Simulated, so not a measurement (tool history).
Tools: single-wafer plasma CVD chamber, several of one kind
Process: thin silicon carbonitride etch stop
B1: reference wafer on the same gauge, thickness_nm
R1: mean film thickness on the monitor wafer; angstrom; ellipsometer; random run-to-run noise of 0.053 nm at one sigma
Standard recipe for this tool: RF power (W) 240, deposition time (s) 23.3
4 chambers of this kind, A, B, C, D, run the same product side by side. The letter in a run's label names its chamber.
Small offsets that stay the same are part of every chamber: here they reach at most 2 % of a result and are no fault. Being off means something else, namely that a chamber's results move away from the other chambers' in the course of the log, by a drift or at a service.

{"run": "1C", "hour": 7.2, "RF power (W)": 240, "deposition time (s)": 23.3, "B1": 14.802, "R1": 139.33}
{"run": "2B", "hour": 15.7, "RF power (W)": 240, "deposition time (s)": 23.3, "B1": 14.804, "R1": 141.6}
{"run": "3A", "hour": 23.7, "RF power (W)": 240, "deposition time (s)": 23.3, "B1": 14.793, "R1": 140.76}
{"run": "4D", "hour": 30.9, "RF power (W)": 240, "deposition time (s)": 23.3, "B1": 14.803, "R1": 138.79}
{"run": "5D", "hour": 35.3, "RF power (W)": 240, "deposition time (s)": 23.3, "B1": 14.784, "R1": 139.01}
{"run": "6C", "hour": 43.8, "RF power (W)": 240, "deposition time (s)": 23.3, "B1": 14.796, "R1": 139.97}
{"run": "7A", "hour": 49.5, "RF power (W)": 240, "deposition time (s)": 20, "B1": 14.803, "R1": 120.84}
{"run": "8B", "hour": 58.5, "RF power (W)": 240, "deposition time (s)": 20, "B1": 14.798, "R1": 122.43}
{"hour": 60.7, "done": "chamber D: RF generator calibrated"}
{"run": "9B", "hour": 67.2, "RF power (W)": 240, "deposition time (s)": 20, "B1": 14.797, "R1": 122.71}
{"hour": 69.3, "done": "chamber C: thermocouple changed; heater temperature recalibrated"}
{"run": "10D", "hour": 74.4, "RF power (W)": 240, "deposition time (s)": 20, "B1": 14.79, "R1": 118.83}
{"run": "11C", "hour": 82.4, "RF power (W)": 240, "deposition time (s)": 23.3, "B1": 14.79, "R1": 139.17}
{"run": "12A", "hour": 90.6, "RF power (W)": 240, "deposition time (s)": 23.3, "B1": 14.801, "R1": 138.99}
{"run": "13B", "hour": 95.4, "RF power (W)": 240, "deposition time (s)": 26.2, "B1": 14.794, "R1": 161.65}
{"run": "14D", "hour": 99.5, "RF power (W)": 240, "deposition time (s)": 26.2, "B1": 14.791, "R1": 156.05}
{"run": "15C", "hour": 108.5, "RF power (W)": 240, "deposition time (s)": 26.2, "B1": 14.796, "R1": 156.58}
{"run": "16A", "hour": 114.0, "RF power (W)": 240, "deposition time (s)": 26.2, "B1": 14.802, "R1": 157.53}
{"run": "17C", "hour": 119.8, "RF power (W)": 240, "deposition time (s)": 23.3, "B1": 14.798, "R1": 139.19}
{"run": "18A", "hour": 125.2, "RF power (W)": 240, "deposition time (s)": 23.3, "B1": 14.798, "R1": 140.03}
{"run": "19D", "hour": 131.8, "RF power (W)": 240, "deposition time (s)": 23.3, "B1": 14.799, "R1": 139.09}
{"run": "20B", "hour": 140.5, "RF power (W)": 240, "deposition time (s)": 27.6, "B1": 14.796, "R1": 170.43}
{"run": "21B", "hour": 148.8, "RF power (W)": 240, "deposition time (s)": 27.6, "B1": 14.8, "R1": 169.6}
{"run": "22C", "hour": 153.7, "RF power (W)": 240, "deposition time (s)": 27.6, "B1": 14.8, "R1": 165.68}
{"run": "23D", "hour": 158.5, "RF power (W)": 240, "deposition time (s)": 27.6, "B1": 14.795, "R1": 165.4}
{"run": "24A", "hour": 163.7, "RF power (W)": 275, "deposition time (s)": 20.1, "B1": 14.803, "R1": 126.23}
{"run": "25A", "hour": 170.8, "RF power (W)": 275, "deposition time (s)": 20.1, "B1": 14.801, "R1": 126.79}
{"run": "26B", "hour": 179.5, "RF power (W)": 275, "deposition time (s)": 20.1, "B1": 14.798, "R1": 128.13}
{"run": "27D", "hour": 188.1, "RF power (W)": 275, "deposition time (s)": 20.1, "B1": 14.81, "R1": 125.27}
{"run": "28C", "hour": 194.1, "RF power (W)": 240, "deposition time (s)": 23.3, "B1": 14.808, "R1": 138.86}
{"run": "29C", "hour": 201.0, "RF power (W)": 240, "deposition time (s)": 23.3, "B1": 14.788, "R1": 138.7}
{"run": "30D", "hour": 210.0, "RF power (W)": 240, "deposition time (s)": 23.3, "B1": 14.792, "R1": 138.37}
{"run": "31B", "hour": 218.1, "RF power (W)": 240, "deposition time (s)": 23.3, "B1": 14.801, "R1": 141.27}
{"run": "32A", "hour": 222.8, "RF power (W)": 240, "deposition time (s)": 23.3, "B1": 14.802, "R1": 140.84}
{"run": "33A", "hour": 227.6, "RF power (W)": 240, "deposition time (s)": 23.3, "B1": 14.8, "R1": 140.4}
{"run": "34D", "hour": 232.5, "RF power (W)": 240, "deposition time (s)": 23.3, "B1": 14.796, "R1": 138.51}
{"run": "35B", "hour": 239.4, "RF power (W)": 275, "deposition time (s)": 21.1, "B1": 14.79, "R1": 134.2}
{"run": "36C", "hour": 244.2, "RF power (W)": 275, "deposition time (s)": 21.1, "B1": 14.8, "R1": 131.09}
{"run": "37B", "hour": 252.1, "RF power (W)": 275, "deposition time (s)": 21.1, "B1": 14.799, "R1": 134.63}
{"run": "38C", "hour": 256.9, "RF power (W)": 275, "deposition time (s)": 21.1, "B1": 14.802, "R1": 131.83}
{"run": "39D", "hour": 265.6, "RF power (W)": 240, "deposition time (s)": 23.3, "B1": 14.795, "R1": 139.28}
{"run": "40A", "hour": 273.5, "RF power (W)": 240, "deposition time (s)": 23.3, "B1": 14.785, "R1": 140.8}
{"run": "41B", "hour": 277.7, "RF power (W)": 240, "deposition time (s)": 23.3, "B1": 14.793, "R1": 141.64}
{"run": "42D", "hour": 283.9, "RF power (W)": 240, "deposition time (s)": 23.3, "B1": 14.795, "R1": 138.71}
{"run": "43A", "hour": 291.8, "RF power (W)": 265, "deposition time (s)": 23.3, "B1": 14.794, "R1": 142.82}

Is one chamber off against the others, does the gauge drift, or is nothing wrong? If a chamber is off, say which, and what the likeliest cause is.

Beyond each chamber's small constant offset nothing stands out, and the gauge stays steady.
